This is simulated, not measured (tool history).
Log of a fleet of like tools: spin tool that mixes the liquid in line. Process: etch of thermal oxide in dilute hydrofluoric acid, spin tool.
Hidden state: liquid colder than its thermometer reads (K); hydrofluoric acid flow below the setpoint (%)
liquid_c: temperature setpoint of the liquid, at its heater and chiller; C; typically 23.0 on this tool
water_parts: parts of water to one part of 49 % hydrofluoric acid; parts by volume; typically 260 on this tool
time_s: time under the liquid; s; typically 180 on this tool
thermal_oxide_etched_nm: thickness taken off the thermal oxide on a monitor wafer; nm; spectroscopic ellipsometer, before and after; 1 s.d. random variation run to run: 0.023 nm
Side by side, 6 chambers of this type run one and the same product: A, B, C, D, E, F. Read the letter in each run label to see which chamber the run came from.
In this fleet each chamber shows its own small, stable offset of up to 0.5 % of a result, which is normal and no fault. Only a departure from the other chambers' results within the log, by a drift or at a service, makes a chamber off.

run    day  liquid_c  water_parts  time_s  hours since the thermometer was replaced  hours since the hydrofluoric acid flow meter was replaced  read-back film thickness of the thermal oxide reference wafer, read on the same gauge (nm)  thermal_oxide_etched_nm
 1F  0.179      23.0          260     180                                     636.9                                                        9.5                                                                                      149.97                   2.5755
 2E  0.479      23.0          260     180                                     218.7                                                      396.9                                                                                      149.96                   2.5984
 3D  0.667      23.0          260     180                                     293.8                                                      128.0                                                                                      150.00                   2.5801
 4A  0.938      23.0          260     180                                     369.4                                                      154.0                                                                                      150.01                   2.6424
 5B  1.104      27.5          190     180                                    1976.1                                                      577.4                                                                                      149.99                   4.4845
 6C  1.388      27.5          190     180                                     950.9                                                      495.3                                                                                      150.00                   4.5454
 7F  1.700      27.5          190     180                                     673.4                                                       46.0                                                                                      150.02                   4.4190
 8E  1.967      27.5          190     180                                     254.4                                                      432.6                                                                                      149.99                   4.4596
     2.021  -- chamber B: thermometer replaced
 9B  2.171      27.5          190     180                                       3.7                                                      603.0                                                                                      149.99                   4.4053
10C  2.450      27.5          190     180                                     976.4                                                      520.8                                                                                      149.98                   4.4613
11D  2.712      23.0          260     180                                     342.9                                                      177.1                                                                                      150.01                   2.6030
12A  3.021      23.0          260     270                                     419.4                                                      204.0                                                                                      150.01                   3.9168
13C  3.171      23.0          260     270                                     993.7                                                      538.1                                                                                      150.00                   3.8245
14B  3.308      23.0          260     270                                      31.0                                                      630.3                                                                                      150.02                   3.9537
15D  3.479      23.0          260     270                                     361.3                                                      195.5                                                                                      150.02                   3.8595
16E  3.775      23.0          260     270                                     297.8                                                      476.0                                                                                      149.97                   3.9120
17F  3.962      23.0          260     270                                     727.7                                                      100.3                                                                                      150.02                   3.9032
18A  4.267      23.0          260     105                                     449.3                                                      233.9                                                                                      149.99                   1.5185
19E  4.450      23.0          260     105                                     314.0                                                      492.2                                                                                      150.03                   1.5442
20B  4.704      23.0          260     105                                      64.5                                                      663.8                                                                                      150.02                   1.4994
21D  5.008      23.0          260     105                                     398.0                                                      232.2                                                                                      150.01                   1.4963
22A  5.154      23.0          260     105                                     470.6                                                      255.2                                                                                      150.04                   1.5155
23C  5.367      23.0          260     105                                    1046.4                                                      590.8                                                                                      149.98                   1.4607
24F  5.504      23.0          260     180                                     764.7                                                      137.3                                                                                      150.02                   2.6262
25D  5.738      23.0          260     180                                     415.5                                                      249.7                                                                                      150.02                   2.5673
26A  5.904      23.0          260     180                                     488.6                                                      273.2                                                                                      149.99                   2.6111
27B  6.212      23.0          260     180                                     100.7                                                      700.0                                                                                      150.02                   2.6513
28C  6.379      21.5          350     180                                    1070.7                                                      615.1                                                                                      150.03                   1.6012
29E  6.688      21.5          350     180                                     367.7                                                      545.9                                                                                      150.03                   1.6805
30F  7.004      21.5          350     180                                     800.7                                                      173.3                                                                                      150.04                   1.6723
31F  7.204      21.5          350     180                                     805.5                                                      178.1                                                                                      150.00                   1.6792
32B  7.342      21.5          350     180                                     127.8                                                      727.1                                                                                      150.02                   1.7006
33C  7.588      21.5          350     180                                    1099.7                                                      644.1                                                                                      150.02                   1.5618
34E  7.804      23.0          260     180                                     394.5                                                      572.7                                                                                      150.01                   2.6285
35A  7.954      23.0          260     180                                     537.8                                                      322.4                                                                                      150.02                   2.5783
36D  8.229      23.0          260     180                                     475.3                                                      309.5                                                                                      150.01                   2.6248
37F  8.488      23.0          260     180                                     836.3                                                      208.9                                                                                      150.01                   2.5748
38C  8.633      23.0          260     180                                    1124.8                                                      669.2                                                                                      150.00                   2.4299
39E  8.871      23.0          260     180                                     420.1                                                      598.3                                                                                      149.97                   2.5705

All 6 chambers run these settings next. Forecast each chamber's results:
40A  9.096      23.0          260     120                                                                                                                                                                                                                         ?
40B  9.096      23.0          260     120                                                                                                                                                                                                                         ?
40C  9.096      23.0          260     120                                                                                                                                                                                                                         ?
40D  9.096      23.0          260     120                                                                                                                                                                                                                         ?
40E  9.096      23.0          260     120                                                                                                                                                                                                                         ?
40F  9.096      23.0          260     120                                                                                                                                                                                                                         ?

run  thermal_oxide_etched_nm
40A                   1.7451
40B                   1.7328
40C                   1.5641
40D                   1.7414
40E                   1.7236
40F                   1.7169
